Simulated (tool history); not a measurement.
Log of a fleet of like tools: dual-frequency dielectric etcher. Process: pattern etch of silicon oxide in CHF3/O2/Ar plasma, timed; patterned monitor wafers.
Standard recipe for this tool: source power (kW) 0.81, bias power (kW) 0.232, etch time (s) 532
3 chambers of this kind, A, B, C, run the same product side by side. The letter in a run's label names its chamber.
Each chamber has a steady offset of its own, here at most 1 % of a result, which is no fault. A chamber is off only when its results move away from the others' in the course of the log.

| run | hour | source power (kW) | bias power (kW) | etch time (s) | read-back reference wafer on the same gauge, depth_nm | mean etch depth across the wafer (angstrom) |
|---|---|---|---|---|---|---|
| 1C | 10.6 | 0.81 | 0.232 | 532 | 1491.4 | 12744 |
| 2A | 20.8 | 0.81 | 0.232 | 532 | 1490.6 | 12996 |
| 3B | 28.8 | 0.81 | 0.232 | 532 | 1492.1 | 12621 |
| 4C | 36.3 | 0.81 | 0.232 | 532 | 1491.2 | 12684 |
| 5A | 44.6 | 0.81 | 0.232 | 532 | 1492.3 | 12852 |
| 6B | 56.3 | 0.81 | 0.232 | 532 | 1491.4 | 12873 |
| 7B | 65.4 | 0.81 | 0.282 | 532 | 1489.1 | 13779 |
| 8A | 76.3 | 0.81 | 0.282 | 532 | 1490.2 | 13688 |
| 9C | 84.8 | 0.81 | 0.282 | 532 | 1492.4 | 13571 |
| 10B | 93.2 | 0.81 | 0.232 | 532 | 1489.2 | 12784 |
| 11C | 100.9 | 0.81 | 0.232 | 532 | 1489.7 | 12722 |
| 12A | 111.1 | 0.81 | 0.232 | 532 | 1493.4 | 12738 |
| 13A | 120.1 | 0.81 | 0.232 | 532 | 1487.7 | 12719 |
| 14B | 132.8 | 0.81 | 0.232 | 532 | 1490.8 | 13026 |
| 15C | 140.3 | 0.81 | 0.232 | 532 | 1487.7 | 12659 |
| 16A | 147.6 | 0.81 | 0.232 | 532 | 1489.9 | 12834 |
|  | 156 | chamber A: wet clean of the chamber |
| 17B | 156.9 | 0.81 | 0.232 | 532 | 1491.2 | 12885 |
| 18C | 162.6 | 0.81 | 0.232 | 532 | 1492.3 | 12706 |
| 19B | 169.2 | 0.81 | 0.232 | 532 | 1491.9 | 13048 |
| 20C | 180.9 | 0.81 | 0.232 | 532 | 1490.3 | 12772 |
| 21A | 186.6 | 0.81 | 0.232 | 532 | 1489.5 | 12833 |
| 22C | 195.3 | 0.81 | 0.232 | 532 | 1487.7 | 12570 |
| 23B | 207 | 0.81 | 0.232 | 532 | 1489.8 | 12975 |
|  | 216 | chamber A: source power generator calibrated |
| 24A | 218.7 | 0.81 | 0.191 | 668 | 1491.8 | 15107 |
| 25B | 229.7 | 0.81 | 0.191 | 668 | 1489 | 15526 |
| 26C | 235.8 | 0.81 | 0.191 | 668 | 1489.3 | 14897 |
| 27A | 247.1 | 0.81 | 0.232 | 532 | 1492.6 | 12682 |
| 28A | 255.2 | 0.81 | 0.232 | 532 | 1490.7 | 12726 |
| 29C | 265.7 | 0.81 | 0.232 | 532 | 1488.4 | 12655 |
| 30B | 272.8 | 0.81 | 0.232 | 532 | 1488.3 | 13179 |
| 31A | 285.3 | 0.81 | 0.232 | 532 | 1489.3 | 12827 |
|  | 287.8 | chamber C: wet clean of the chamber |
| 32C | 298.3 | 0.81 | 0.232 | 532 | 1486.4 | 12682 |
| 33B | 310.3 | 0.81 | 0.175 | 402.5 | 1491.7 | 9076.5 |
| 34A | 316.9 | 0.81 | 0.175 | 402.5 | 1489.7 | 8797.3 |
| 35C | 324 | 0.81 | 0.175 | 402.5 | 1490.3 | 8729 |
| 36B | 335.8 | 0.81 | 0.232 | 532 | 1489.6 | 13318 |
| 37B | 345 | 0.81 | 0.232 | 532 | 1488 | 13313 |
| 38A | 353.5 | 0.81 | 0.232 | 532 | 1492.4 | 12782 |
| 39C | 361.2 | 0.81 | 0.232 | 532 | 1490.1 | 12748 |
| 40A | 370.4 | 0.81 | 0.232 | 532 | 1491.9 | 12743 |
| 41B | 379.7 | 0.81 | 0.232 | 532 | 1490.8 | 13537 |
| 42C | 388.8 | 0.81 | 0.232 | 532 | 1490.4 | 12652 |
| 43A | 394.5 | 0.93 | 0.232 | 631 | 1492.7 | 15960 |
| 44C | 400.1 | 0.93 | 0.232 | 631 | 1490.5 | 15970 |

Is one chamber out of step, is the gauge drifting, or do the chambers differ by no more than their own small offsets? For an off chamber, give its letter and the likeliest cause.

It is chamber B that slowly wanders off from its peers.
What lies behind it: etch rate over this chamber's usual, % = 4.73.

Which of the 4 candidates below, each the usual settings with something changed and its results left as question marks, puts chamber B back in line with what the other chambers give on the usual settings?
Counts as in line when no further than this from what the other chambers average on the usual settings: mean etch depth across the wafer (angstrom) 290
| 45B-1 | 409.4 | 0.81 | 0.229 | 505.5 |  | ? |
| 45B-2 | 409.4 | 0.81 | 0.268 | 532 |  | ? |
| 45B-3 | 409.4 | 0.78 | 0.232 | 532 |  | ? |
| 45B-4 | 409.4 | 0.81 | 0.233 | 538.5 |  | ? |

On the usual settings, the other chambers give on average: mean etch depth across the wafer (angstrom) 12768
| run | mean etch depth across the wafer (angstrom) |
|---|---|
| 45B-1 | 12778 |
| 45B-2 | 14217 |
| 45B-3 | 13315 |
| 45B-4 | 13695 |
With 45B-1, the chamber falls back in line with the rest.

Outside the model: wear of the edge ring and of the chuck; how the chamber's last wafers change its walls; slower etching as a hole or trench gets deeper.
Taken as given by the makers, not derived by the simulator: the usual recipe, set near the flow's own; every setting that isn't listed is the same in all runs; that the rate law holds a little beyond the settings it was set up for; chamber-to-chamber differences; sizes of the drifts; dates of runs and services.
